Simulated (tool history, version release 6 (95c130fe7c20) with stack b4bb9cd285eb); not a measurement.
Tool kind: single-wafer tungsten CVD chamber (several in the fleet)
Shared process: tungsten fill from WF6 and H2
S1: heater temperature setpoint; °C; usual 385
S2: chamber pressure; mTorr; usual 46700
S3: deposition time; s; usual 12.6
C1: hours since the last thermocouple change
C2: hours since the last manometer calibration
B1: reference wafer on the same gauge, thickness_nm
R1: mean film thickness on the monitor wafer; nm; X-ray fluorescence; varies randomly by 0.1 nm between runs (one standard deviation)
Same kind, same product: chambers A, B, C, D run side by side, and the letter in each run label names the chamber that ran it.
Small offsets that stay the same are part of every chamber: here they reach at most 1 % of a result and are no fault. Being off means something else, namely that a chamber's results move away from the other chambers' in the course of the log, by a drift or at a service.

run	hour	S1	S2	S3	C1	C2	B1	R1
1D	9.2	385	46700	12.6	46	1878.1	31.678	34.006
2C	22.2	385	46700	12.6	591.3	216.4	31.674	34.035
3A	30.9	385	46700	12.6	243.9	939.3	31.707	33.541
4B	43.2	385	46700	12.6	2054.6	1450	31.68	34.056
5D	51.1	385	46700	12.6	87.9	1920	31.685	33.933
6B	63	385	46700	12.6	2074.4	1469.8	31.727	33.979
7C	72	385	46700	12.6	641.1	266.2	31.706	33.857
8A	82.5	385	46700	12.6	295.5	990.9	31.694	33.72
9D	96.2	394	56100	12.6	133	1965.1	31.694	43.988
10A	105.3	394	56100	12.6	318.3	1013.7	31.672	43.426
11B	112.3	394	56100	12.6	2123.7	1519.1	31.678	43.757
12C	124.4	394	56100	12.6	693.5	318.6	31.721	44.048
13A	139	385	46700	12.6	352	1047.4	31.716	33.505
14C	150.9	385	46700	12.6	720	345.1	31.703	33.848
15D	160.8	385	46700	12.6	197.6	2029.7	31.709	34.001
# hour 162.9: chamber B: capacitance manometer re-zeroed and calibrated
16B	171.3	385	46700	12.6	2182.7	8.4	31.703	33.882
17D	181.2	385	46700	12.6	218	2050.1	31.691	33.99
18B	196.3	385	46700	12.6	2207.7	33.4	31.707	34.017
19C	204.7	385	46700	12.6	773.8	398.9	31.712	33.702
20A	212.3	385	46700	12.6	425.3	1120.7	31.682	33.735
21A	227.4	385	46700	12.6	440.4	1135.8	31.688	33.723
22D	242.8	385	46700	12.6	279.6	2111.7	31.699	33.979
23B	249.8	385	46700	12.6	2261.2	86.9	31.693	34.113
24C	261.8	385	46700	12.6	830.9	456	31.706	33.508
25B	274.4	385	46700	12.6	2285.8	111.5	31.701	34.048
26C	290.2	385	46700	12.6	859.3	484.4	31.688	33.512
27D	304.6	385	46700	12.6	341.4	2173.5	31.714	33.984
28A	312.8	385	46700	12.6	525.8	1221.2	31.692	33.707
29C	326	385	46700	12.6	895.1	520.2	31.684	33.391
30D	339.9	385	46700	12.6	376.7	2208.8	31.7	34.163

One chamber off, gauge drift, or nothing amiss beyond the chambers' own small offsets? If it is a chamber, which one, and what is the likeliest cause?

Chamber C drifts away from the others.
Most likely cause: wafer temperature below the value expected at the setpoint (K) = 0.934.
Not necessarily distinguishable in this log from: true pressure below the setpoint (%).

Here are 4 candidates for chamber C's next run, each the usual settings with a change, their results left as question marks. Which one brings its results back in line with what the others give on the usual settings?
Maximum distance from the other chambers' mean on the usual settings for a result to count as in line: R1 0.36 nm
31C-1	351.4	385	46700	13				?
31C-2	351.4	385	47100	12.8				?
31C-3	351.4	384	46700	12.4				?
31C-4	351.4	385	45100	12.6				?

Usual-settings mean across the other chambers: R1 33.886 nm
run	R1
31C-1	34.457
31C-2	34.056
31C-3	32.205
31C-4	32.871
With 31C-2, the chamber falls back in line with the rest.

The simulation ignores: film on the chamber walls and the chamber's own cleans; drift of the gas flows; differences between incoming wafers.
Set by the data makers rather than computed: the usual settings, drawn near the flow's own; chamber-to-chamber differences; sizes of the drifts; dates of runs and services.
